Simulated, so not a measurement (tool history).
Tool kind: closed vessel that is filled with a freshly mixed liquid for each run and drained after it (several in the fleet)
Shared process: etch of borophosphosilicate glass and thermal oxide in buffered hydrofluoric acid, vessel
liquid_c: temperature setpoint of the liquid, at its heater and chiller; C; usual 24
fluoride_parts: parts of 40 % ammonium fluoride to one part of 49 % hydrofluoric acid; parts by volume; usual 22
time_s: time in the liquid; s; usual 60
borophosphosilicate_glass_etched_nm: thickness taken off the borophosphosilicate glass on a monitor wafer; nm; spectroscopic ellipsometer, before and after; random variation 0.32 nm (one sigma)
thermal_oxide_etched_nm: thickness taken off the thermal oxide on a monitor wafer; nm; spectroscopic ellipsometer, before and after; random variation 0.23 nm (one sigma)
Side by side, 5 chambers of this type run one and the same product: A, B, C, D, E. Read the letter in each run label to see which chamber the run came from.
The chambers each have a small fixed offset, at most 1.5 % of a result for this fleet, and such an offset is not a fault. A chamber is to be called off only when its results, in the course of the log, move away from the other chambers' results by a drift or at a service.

run   hour  liquid_c  fluoride_parts  time_s  read-back film thickness of the borophosphosilicate glass reference wafer, read on the same gauge (nm)  read-back film thickness of the thermal oxide reference wafer, read on the same gauge (nm)  borophosphosilicate_glass_etched_nm  thermal_oxide_etched_nm
 1C    6.2        24              22      60                                                                                                     110                                                                                      139.98                               54.886                   34.074
 2E   12.8        24              22      60                                                                                                     110                                                                                      140.01                                 54.9                   33.383
 3A   17.1        24              22      60                                                                                                     110                                                                                         140                               54.261                    34.11
 4B   20.8        24              22      60                                                                                                     110                                                                                      140.02                               54.632                   33.545
 5D   26.5        24            28.5      60                                                                                                  109.99                                                                                         140                               45.247                   28.371
 6B   32.6        24            28.5      60                                                                                                  109.99                                                                                         140                                 45.6                   27.734
 7D     39        24            28.5      60                                                                                                  110.01                                                                                      140.03                               45.255                    28.11
 8C     46        24            28.5      60                                                                                                  110.01                                                                                      140.03                               46.019                    28.93
 9A     52        24            28.5      60                                                                                                  110.01                                                                                      139.97                               45.605                    28.31
10E   59.5        24              22      60                                                                                                  109.99                                                                                      139.98                               54.706                   34.165
11E   64.6        24              29      60                                                                                                  110.01                                                                                      140.03                               44.992                   27.747
12B   68.9        24              29      60                                                                                                     110                                                                                      139.99                               44.808                   27.605
13C   75.4        24              29      60                                                                                                  109.99                                                                                      140.01                               46.798                   28.723
14A   82.9        24              29      60                                                                                                     110                                                                                      140.03                               44.588                   27.877
15D     87        24              29      60                                                                                                     110                                                                                      139.99                               44.773                   27.917
16E   92.4        24              22      60                                                                                                  110.01                                                                                      139.99                               54.639                   33.227
17D     99        24              22      60                                                                                                     110                                                                                         140                               53.788                   33.673
18C  102.4        24              22      60                                                                                                  110.01                                                                                      139.97                               57.099                   35.327
19B  108.4        24              22      60                                                                                                     110                                                                                         140                               54.322                   33.698
20A  112.8        24              22      80                                                                                                  110.02                                                                                      139.99                               72.853                   44.804
21B  116.5        24              22      80                                                                                                  109.98                                                                                      140.03                               72.672                   44.904
22A  121.4        24              22      80                                                                                                  109.99                                                                                      140.01                               72.165                   45.362
23D  128.5        24              22      80                                                                                                  109.98                                                                                      139.99                               72.911                   44.722
24E  134.4        24              22      80                                                                                                     110                                                                                      140.03                               73.267                   45.146
25C  141.2        24              22      60                                                                                                  110.01                                                                                      139.99                               57.665                   35.876
26D  147.1        24              22      60                                                                                                  109.99                                                                                      140.01                               54.256                   33.465
27A  151.1        24              22      60                                                                                                  110.01                                                                                      139.99                               53.751                   34.271
28E  158.6        24              22      60                                                                                                  110.01                                                                                      139.99                               54.601                   33.313
29B  164.1      26.5              22      60                                                                                                  110.01                                                                                      140.02                               62.627                   38.881
30C  167.7      26.5              22      60                                                                                                  109.98                                                                                      140.02                               67.721                   41.105
31C  175.3      26.5              22      60                                                                                                  110.03                                                                                      140.01                               66.955                   41.674
32E  179.3      26.5              22      60                                                                                                  109.99                                                                                      139.98                               62.421                   38.504
33D  182.9      26.5              22      60                                                                                                  110.01                                                                                      139.99                               62.345                   38.376

Decide between three cases: one chamber stands off from its peers, the gauge reading all wafers drifts, or nothing is wrong past each chamber's small offset. Where a chamber is off, say which and what most likely put it there.

It is chamber C that slowly wanders off from its peers.
Most likely cause: liquid hotter than its thermometer reads (K) = 1.42.
It could be hard to tell apart here from: hydrofluoric acid flow above the setpoint (%).

Below are 4 candidate recipes for chamber C's next run, each the usual settings with a change, their results shown as question marks. Which of them brings C's results back in line with what the other chambers give on the usual settings?
To be in line, a result may differ from the other chambers' mean on the usual settings by at most: borophosphosilicate_glass_etched_nm 1.1 nm; thermal_oxide_etched_nm 0.81 nm
34C-1  188.4      22.5            19.5      65                                                                                                                                                                                                                                        ?                        ?
34C-2  188.4      29.5              29      45                                                                                                                                                                                                                                        ?                        ?
34C-3  188.4        25            23.5      55                                                                                                                                                                                                                                        ?                        ?
34C-4  188.4        21            17.5      70                                                                                                                                                                                                                                        ?                        ?

Mean of the other chambers on the usual settings: borophosphosilicate_glass_etched_nm 54.381 nm; thermal_oxide_etched_nm 33.721 nm
  run  borophosphosilicate_glass_etched_nm  thermal_oxide_etched_nm
34C-1                               64.681                   39.939
34C-2                               49.078                   30.428
34C-3                               54.661                    33.81
34C-4                               71.412                   44.043
34C-3 puts the chamber back in line with the other chambers.
